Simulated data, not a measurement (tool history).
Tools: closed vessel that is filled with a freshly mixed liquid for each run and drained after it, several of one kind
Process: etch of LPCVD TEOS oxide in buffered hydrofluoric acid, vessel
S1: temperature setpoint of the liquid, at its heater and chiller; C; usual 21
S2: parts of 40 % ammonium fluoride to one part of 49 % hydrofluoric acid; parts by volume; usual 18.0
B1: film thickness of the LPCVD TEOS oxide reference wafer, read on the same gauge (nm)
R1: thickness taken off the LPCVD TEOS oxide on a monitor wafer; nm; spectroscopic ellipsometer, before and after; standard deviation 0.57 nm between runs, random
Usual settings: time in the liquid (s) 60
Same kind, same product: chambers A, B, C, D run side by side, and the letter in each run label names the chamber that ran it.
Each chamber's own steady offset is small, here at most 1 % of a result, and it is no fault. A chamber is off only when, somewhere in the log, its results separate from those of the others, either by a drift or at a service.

run 1D hour=5.9 | S1=21 S2=18.0 time_in_the_liquid_(s)=60 | B1=119.99 | R1=76.237
run 2B hour=16.3 | S1=21 S2=18.0 time_in_the_liquid_(s)=60 | B1=120.01 | R1=74.856
run 3C hour=23.0 | S1=21 S2=18.0 time_in_the_liquid_(s)=60 | B1=120.00 | R1=73.944
run 4A hour=28.5 | S1=21 S2=18.0 time_in_the_liquid_(s)=60 | B1=120.00 | R1=75.749
run 5C hour=39.1 | S1=21 S2=18.0 time_in_the_liquid_(s)=60 | B1=119.98 | R1=74.777
run 6A hour=46.8 | S1=21 S2=18.0 time_in_the_liquid_(s)=60 | B1=120.02 | R1=75.771
run 7B hour=53.5 | S1=21 S2=18.0 time_in_the_liquid_(s)=60 | B1=119.99 | R1=75.355
run 8D hour=58.6 | S1=21 S2=18.0 time_in_the_liquid_(s)=60 | B1=119.99 | R1=75.694
run 9D hour=65.6 | S1=21 S2=18.0 time_in_the_liquid_(s)=60 | B1=119.99 | R1=75.814
run 10A hour=71.9 | S1=21 S2=18.0 time_in_the_liquid_(s)=30 | B1=120.03 | R1=37.840
run 11B hour=78.1 | S1=21 S2=18.0 time_in_the_liquid_(s)=30 | B1=119.99 | R1=37.562
run 12C hour=84.2 | S1=21 S2=18.0 time_in_the_liquid_(s)=30 | B1=120.01 | R1=36.941
run 13A hour=92.7 | S1=21 S2=18.0 time_in_the_liquid_(s)=30 | B1=120.00 | R1=37.947
run 14C hour=98.8 | S1=21 S2=18.0 time_in_the_liquid_(s)=60 | B1=120.01 | R1=73.904
run 15B hour=105.7 | S1=21 S2=18.0 time_in_the_liquid_(s)=60 | B1=119.99 | R1=75.660
run 16D hour=111.9 | S1=21 S2=18.0 time_in_the_liquid_(s)=60 | B1=120.00 | R1=77.056
run 17B hour=121.0 | S1=21 S2=18.0 time_in_the_liquid_(s)=60 | B1=120.03 | R1=75.082
run 18C hour=129.6 | S1=21 S2=18.0 time_in_the_liquid_(s)=60 | B1=120.01 | R1=74.553
-- hour=129.8 chamber B: hydrofluoric acid flow meter replaced
run 19D hour=138.7 | S1=21 S2=18.0 time_in_the_liquid_(s)=60 | B1=120.00 | R1=76.350
run 20A hour=146.1 | S1=21 S2=18.0 time_in_the_liquid_(s)=60 | B1=120.01 | R1=76.348
run 21C hour=154.7 | S1=21 S2=18.0 time_in_the_liquid_(s)=60 | B1=120.01 | R1=76.195
run 22B hour=160.5 | S1=17 S2=11.5 time_in_the_liquid_(s)=60 | B1=120.00 | R1=94.502
run 23A hour=168.7 | S1=17 S2=11.5 time_in_the_liquid_(s)=60 | B1=119.98 | R1=94.242
-- hour=168.9 chamber D: hydrofluoric acid flow meter replaced
run 24D hour=176.5 | S1=17 S2=11.5 time_in_the_liquid_(s)=60 | B1=120.01 | R1=96.345
run 25A hour=184.2 | S1=17 S2=11.5 time_in_the_liquid_(s)=60 | B1=120.01 | R1=94.497
run 26D hour=190.9 | S1=21 S2=18.0 time_in_the_liquid_(s)=60 | B1=120.00 | R1=77.024
run 27B hour=199.6 | S1=21 S2=15.5 time_in_the_liquid_(s)=60 | B1=119.97 | R1=87.631
run 28C hour=205.6 | S1=21 S2=15.5 time_in_the_liquid_(s)=60 | B1=120.01 | R1=86.668
run 29D hour=215.1 | S1=21 S2=15.5 time_in_the_liquid_(s)=60 | B1=120.01 | R1=88.283
run 30A hour=222.0 | S1=21 S2=15.5 time_in_the_liquid_(s)=60 | B1=120.00 | R1=88.117
run 31C hour=228.1 | S1=21 S2=18.0 time_in_the_liquid_(s)=60 | B1=119.98 | R1=74.829
run 32B hour=236.9 | S1=21 S2=18.0 time_in_the_liquid_(s)=60 | B1=120.00 | R1=76.042

The same settings go to every chamber for the next run, one line per chamber below. Forecast the results for each:
run 33A hour=245.3 | S1=21 S2=18.0 time_in_the_liquid_(s)=60 | R1=?
run 33B hour=245.3 | S1=21 S2=18.0 time_in_the_liquid_(s)=60 | R1=?
run 33C hour=245.3 | S1=21 S2=18.0 time_in_the_liquid_(s)=60 | R1=?
run 33D hour=245.3 | S1=21 S2=18.0 time_in_the_liquid_(s)=60 | R1=?

run=33A R1=76.752
run=33B R1=76.437
run=33C R1=74.358
run=33D R1=75.644
